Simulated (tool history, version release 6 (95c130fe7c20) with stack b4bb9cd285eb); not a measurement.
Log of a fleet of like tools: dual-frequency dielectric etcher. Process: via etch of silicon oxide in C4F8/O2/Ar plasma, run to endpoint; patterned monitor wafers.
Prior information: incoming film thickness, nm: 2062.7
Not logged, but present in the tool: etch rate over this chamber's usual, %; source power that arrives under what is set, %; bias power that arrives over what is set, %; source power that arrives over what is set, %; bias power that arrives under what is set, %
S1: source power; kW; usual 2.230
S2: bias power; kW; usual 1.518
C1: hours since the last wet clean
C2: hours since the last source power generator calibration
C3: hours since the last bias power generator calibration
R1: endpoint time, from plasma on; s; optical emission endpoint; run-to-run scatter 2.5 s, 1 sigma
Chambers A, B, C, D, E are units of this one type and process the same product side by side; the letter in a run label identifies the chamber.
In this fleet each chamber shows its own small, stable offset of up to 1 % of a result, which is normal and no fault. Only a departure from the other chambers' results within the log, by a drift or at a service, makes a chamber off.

run	day	S1	S2	C1	C2	C3	R1
1C	0.425	2.230	1.518	259.9	2041.3	3131.0	423.79
2A	0.904	2.230	1.518	579.9	1307.8	1380.9	417.94
3E	1.338	2.230	1.518	229.2	1608.8	2928.2	415.05
4D	1.625	2.230	1.518	284.3	1292.8	2276.6	422.05
# day 1.850: chamber A: wet clean of the chamber
5B	2.054	2.230	1.518	216.2	1867.6	1022.3	414.52
6D	2.658	2.230	1.663	309.1	1317.6	2301.4	411.39
7C	3.104	2.230	1.663	324.2	2105.6	3195.3	414.16
8E	3.412	2.230	1.663	279.0	1658.6	2978.0	408.14
9A	3.950	2.230	1.663	50.4	1380.9	1454.0	405.80
10B	4.488	2.230	1.663	274.6	1926.0	1080.7	407.54
11B	5.108	2.230	1.518	289.5	1940.9	1095.6	417.53
12D	5.675	2.230	1.518	381.5	1390.0	2373.8	418.87
13A	6.233	2.230	1.518	105.2	1435.7	1508.8	418.38
14E	6.521	2.230	1.518	353.6	1733.2	3052.6	421.77
15C	6.883	2.230	1.518	414.9	2196.3	3286.0	427.38
16D	7.233	2.230	1.518	418.9	1427.4	2411.2	423.18
17B	7.588	2.030	1.262	349.0	2000.4	1155.1	459.10
18E	7.938	2.030	1.262	387.6	1767.2	3086.6	457.46
19A	8.538	2.030	1.262	160.5	1491.0	1564.1	457.76
# day 8.729: chamber B: wet clean of the chamber
20C	8.875	2.030	1.262	462.7	2244.1	3333.8	461.97
21C	9.442	2.030	1.262	476.3	2257.7	3347.4	463.37
22E	9.896	2.230	1.518	434.6	1814.2	3133.6	414.77
# day 10.221: chamber E: wet clean of the chamber
# day 10.358: chamber C: wet clean of the chamber
23A	10.508	2.230	1.518	207.8	1538.3	1611.4	417.44
24D	10.838	2.230	1.518	505.4	1513.9	2497.7	419.03
25B	11.158	2.230	1.518	58.3	2086.1	1240.8	414.76
26A	11.496	2.230	1.518	231.5	1562.0	1635.1	416.81
27E	11.808	2.230	1.518	38.1	1860.1	3179.5	418.05
28C	12.117	2.230	1.518	42.3	2321.9	3411.6	423.28
29D	12.588	2.230	1.518	547.4	1555.9	2539.7	409.27
30B	12.967	2.230	1.518	101.7	2129.5	1284.2	418.35
31B	13.492	2.230	1.518	114.3	2142.1	1296.8	420.77
32A	13.979	2.230	1.518	291.1	1621.6	1694.7	418.13
33C	14.404	2.440	1.269	97.2	2376.8	3466.5	427.73
34E	14.900	2.440	1.269	112.3	1934.3	3253.7	421.80

What goes on in this fleet: one chamber off, a drifting gauge, or nothing beyond the chambers' own small offsets? Name the chamber and the cause, if any.

Little by little, chamber D moves away from the other chambers.
Most likely cause: etch rate over this chamber's usual, % = 3.32.

Here are 4 candidates for chamber D's next run, each the usual settings with a change, their results left as question marks. Which one brings its results back in line with what the others give on the usual settings?
Maximum distance from the other chambers' mean on the usual settings for a result to count as in line: R1 8.70 s
35D-1	15.346	1.870	1.518				?
35D-2	15.346	2.120	1.470				?
35D-3	15.346	2.340	1.566				?
35D-4	15.346	2.230	1.898				?

The mean the other chambers reach with the usual settings: R1 419.69 s
run	R1
35D-1	438.77
35D-2	420.54
35D-3	397.40
35D-4	384.78
35D-2 puts the chamber back in line with the other chambers.
